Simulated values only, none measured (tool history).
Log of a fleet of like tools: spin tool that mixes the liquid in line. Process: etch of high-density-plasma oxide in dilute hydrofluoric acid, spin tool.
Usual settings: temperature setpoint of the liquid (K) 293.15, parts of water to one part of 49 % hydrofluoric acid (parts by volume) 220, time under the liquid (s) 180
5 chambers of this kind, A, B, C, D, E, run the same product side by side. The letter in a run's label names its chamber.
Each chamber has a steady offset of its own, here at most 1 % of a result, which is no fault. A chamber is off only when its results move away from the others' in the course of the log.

run,hour,temperature setpoint of the liquid (K),parts of water to one part of 49 % hydrofluoric acid (parts by volume),time under the liquid (s),hours since the thermometer was replaced,hours since the hydrofluoric acid flow meter was replaced,"read-back film thickness of the high-density-plasma oxide reference wafer, read on the same gauge (nm)",thickness taken off the high-density-plasma oxide on a monitor wafer (angstrom)
1E,6.4,293.15,220,180,117.0,29.2,99.987,30.932
2D,10.7,293.15,220,180,1075.5,1587.3,99.988,31.322
3C,15.3,293.15,220,180,2989.9,214.3,100.030,31.590
4B,21.8,293.15,220,180,941.1,1813.0,99.995,31.148
5A,29.0,293.15,220,180,589.0,503.1,100.010,31.076
6D,35.2,293.15,220,180,1100.0,1611.8,100.010,31.160
7B,40.2,293.15,220,180,959.5,1831.4,99.974,31.123
8E,44.6,293.15,220,180,155.2,67.4,100.010,31.190
9A,50.8,293.15,220,180,610.8,524.9,100.020,31.611
10C,56.8,293.15,220,180,3031.4,255.8,100.010,31.129
11B,63.8,293.15,220,180,983.1,1855.0,100.020,31.454
12A,67.2,293.15,220,180,627.2,541.3,100.010,31.208
13D,74.5,293.15,220,180,1139.3,1651.1,99.998,31.671
14E,79.0,293.15,220,180,189.6,101.8,100.010,31.477
15C,84.0,293.15,220,180,3058.6,283.0,99.967,31.886
16C,87.4,295.15,325,180,3062.0,286.4,100.010,21.019
17A,92.9,295.15,325,180,652.9,567.0,100.020,20.954
18E,99.4,295.15,325,180,210.0,122.2,99.992,20.913
19D,106.8,295.15,325,180,1171.6,1683.4,100.020,20.824
# hour 111.5: chamber C: thermometer replaced
20B,111.6,295.15,325,180,1030.9,1902.8,100.010,20.573
21C,118.5,295.15,220,180,7.1,317.5,99.999,33.735
22D,121.7,295.15,220,180,1186.5,1698.3,99.993,33.908
23A,128.1,295.15,220,180,688.1,602.2,99.957,35.048
24E,132.4,295.15,220,180,243.0,155.2,99.992,33.767
25B,137.3,295.15,220,180,1056.6,1928.5,100.000,34.020
26C,144.1,293.15,220,180,32.7,343.1,100.030,30.955
27B,151.1,295.65,220,75,1070.4,1942.3,99.984,14.463
28D,156.1,295.65,220,75,1220.9,1732.7,100.010,14.215
29A,161.3,295.65,220,75,721.3,635.4,99.992,14.863
30E,166.2,295.65,220,75,276.8,189.0,99.998,14.303
31D,173.0,295.65,220,75,1237.8,1749.6,100.010,14.528
32A,178.4,293.15,220,180,738.4,652.5,99.997,33.230
33E,184.6,293.15,220,180,295.2,207.4,100.040,31.334
34B,188.7,293.15,220,180,1108.0,1979.9,99.986,31.363
35C,192.1,293.15,220,180,80.7,391.1,100.020,31.643
36D,197.2,293.15,220,180,1262.0,1773.8,100.010,31.102
37B,203.5,293.15,220,180,1122.8,1994.7,99.954,31.170
38E,208.5,293.15,220,180,319.1,231.3,99.993,31.025
39C,215.5,293.15,220,180,104.1,414.5,99.988,31.406
40A,218.9,293.15,220,180,778.9,693.0,100.010,33.476
41D,225.7,293.15,275,85,1290.5,1802.3,100.020,11.122

Is one chamber off against the others, does the gauge drift, or is nothing wrong? If a chamber is off, say which, and what the likeliest cause is.

Chamber A drifts away from the others.
Cause: hydrofluoric acid flow above the setpoint (%) = 6.27.
The log may not tell that from: liquid hotter than its thermometer reads (K).

Here are 4 candidates for chamber A's next run, each the usual settings with a change, their results left as question marks. Which one brings its results back in line with what the others give on the usual settings?
In line means no further than this from the other chambers' mean on the usual settings: thickness taken off the high-density-plasma oxide on a monitor wafer (angstrom) 0.820
42A-1,231.0,293.15,215,180,,,,?
42A-2,231.0,291.65,220,180,,,,?
42A-3,231.0,294.65,220,180,,,,?
42A-4,231.0,293.15,220,175,,,,?

The other chambers' mean on the usual settings: thickness taken off the high-density-plasma oxide on a monitor wafer (angstrom) 31.360
run,thickness taken off the high-density-plasma oxide on a monitor wafer (angstrom)
42A-1,34.634
42A-2,31.762
42A-3,35.674
42A-4,32.742
42A-2 brings the chamber back in line.

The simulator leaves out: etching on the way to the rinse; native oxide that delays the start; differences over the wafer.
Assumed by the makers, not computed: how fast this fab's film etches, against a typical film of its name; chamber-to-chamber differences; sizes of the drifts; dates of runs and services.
